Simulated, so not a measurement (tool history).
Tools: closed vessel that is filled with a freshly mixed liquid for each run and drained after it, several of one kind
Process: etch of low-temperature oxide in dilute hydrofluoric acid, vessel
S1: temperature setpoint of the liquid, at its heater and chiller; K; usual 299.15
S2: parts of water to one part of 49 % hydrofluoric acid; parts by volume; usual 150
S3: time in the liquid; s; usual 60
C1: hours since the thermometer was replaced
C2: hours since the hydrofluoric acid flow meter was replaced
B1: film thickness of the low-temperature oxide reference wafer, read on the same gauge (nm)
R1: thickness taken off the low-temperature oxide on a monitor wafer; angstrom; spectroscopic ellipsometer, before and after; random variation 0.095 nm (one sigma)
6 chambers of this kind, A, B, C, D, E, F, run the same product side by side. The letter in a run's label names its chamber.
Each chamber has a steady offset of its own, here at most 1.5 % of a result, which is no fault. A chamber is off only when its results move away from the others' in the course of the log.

run   hour      S1   S2  S3     C1      C2      B1       R1
 1A    8.5  299.15  150  60   25.2    60.9  150.00   96.564
 2D   18.5  299.15  150  60  685.9   495.5  150.00   96.578
 3C   26.3  299.15  150  60  461.0  1425.2  149.98   94.422
 4E   31.9  299.15  150  60  360.6   386.4  150.03   95.492
 5F   41.9  299.15  150  60  249.3    79.2  150.01   94.892
 6B   48.4  299.15  150  60  389.5  2461.7  150.00   94.162
 7B   55.0  299.15  150  60  396.1  2468.3  149.98   94.204
 8E   61.5  299.15  150  60  390.2   416.0  150.01   96.184
 9D   68.6  299.15  150  60  736.0   545.6  149.99   95.939
10A   77.5  299.15  150  60   94.2   129.9  149.97   96.228
11C   83.7  299.15  150  60  518.4  1482.6  150.01   93.165
12F   93.5  299.15  190  60  300.9   130.8  149.99   70.151
13E  100.1  299.15  190  60  428.8   454.6  150.01   73.670
14B  109.0  299.15  190  60  450.1  2522.3  150.02   72.792
     109.2  -- chamber B: hydrofluoric acid flow meter replaced
15F  119.6  299.15  190  60  327.0   156.9  149.98   69.753
16C  127.2  299.15  190  60  561.9  1526.1  149.99   69.575
17A  133.6  299.15  190  60  150.3   186.0  150.00   72.006
18D  144.0  299.15  150  60  811.4   621.0  150.01   94.826
19B  149.6  299.15  150  60  490.7    40.4  149.99   94.281
20C  159.9  299.15  150  60  594.6  1558.8  150.01   94.636
21A  169.4  299.15  175  80  186.1   221.8  150.00  106.550
22F  179.6  299.15  175  80  387.0   216.9  149.99  100.440
23E  188.0  299.15  175  80  516.7   542.5  150.00  107.030
24D  197.5  299.15  175  80  864.9   674.5  150.00  106.020
25C  205.0  299.15  175  80  639.7  1603.9  150.00  103.840
26A  211.3  299.15  175  80  228.0   263.7  150.01  106.270
27F  221.5  299.15  150  60  428.9   258.8  149.97   89.309
28B  229.0  299.15  150  60  570.1   119.8  150.00   95.058
29D  236.4  299.15  195  60  903.8   713.4  150.01   68.331
     239.6  -- chamber C: hydrofluoric acid flow meter replaced
30E  244.2  299.15  195  60  572.9   598.7  150.01   70.634
31C  251.0  299.15  195  60  685.7    11.4  150.02   69.434
32B  261.0  299.15  195  60  602.1   151.8  150.01   69.120
33A  268.6  299.15  195  60  285.3   321.0  150.00   70.417
34D  275.3  299.15  195  60  942.7   752.3  150.01   71.331
35F  282.8  299.15  150  60  490.2   320.1  150.00   88.295
36E  288.4  299.15   95  60  617.1   642.9  150.00  164.360
37A  298.0  299.15   95  60  314.7   350.4  150.00  167.610
38C  303.2  299.15   95  60  737.9    63.6  150.03  161.210
39F  311.5  299.15   95  60  518.9   348.8  150.01  147.150
40E  316.4  299.15   95  60  645.1   670.9  150.00  163.240
     318.0  -- chamber D: thermometer replaced
41D  321.6  299.15   95  60    3.7   798.6  150.01  159.570

What goes on in this fleet: one chamber off, a drifting gauge, or nothing beyond the chambers' own small offsets? Name the chamber and the cause, if any.

Chamber F drifts away from the others.
Cause: liquid colder than its thermometer reads (K) = 1.98.
The log may not tell that from: hydrofluoric acid flow below the setpoint (%).

Here are 4 candidates for chamber F's next run, each the usual settings with a change, their results left as question marks. Which one brings its results back in line with what the others give on the usual settings?
In line means no further than this from the other chambers' mean on the usual settings: R1 3.300 angstrom
42F-1  329.6  299.15  150  70               ?
42F-2  329.6  296.65  150  60               ?
42F-3  329.6  295.15  150  60               ?
42F-4  329.6  299.15  150  65               ?

The other chambers' mean on the usual settings: R1 95.454 angstrom
  run       R1
42F-1  101.690
42F-2   79.032
42F-3   74.428
42F-4   94.423
42F-4 brings the chamber back in line.
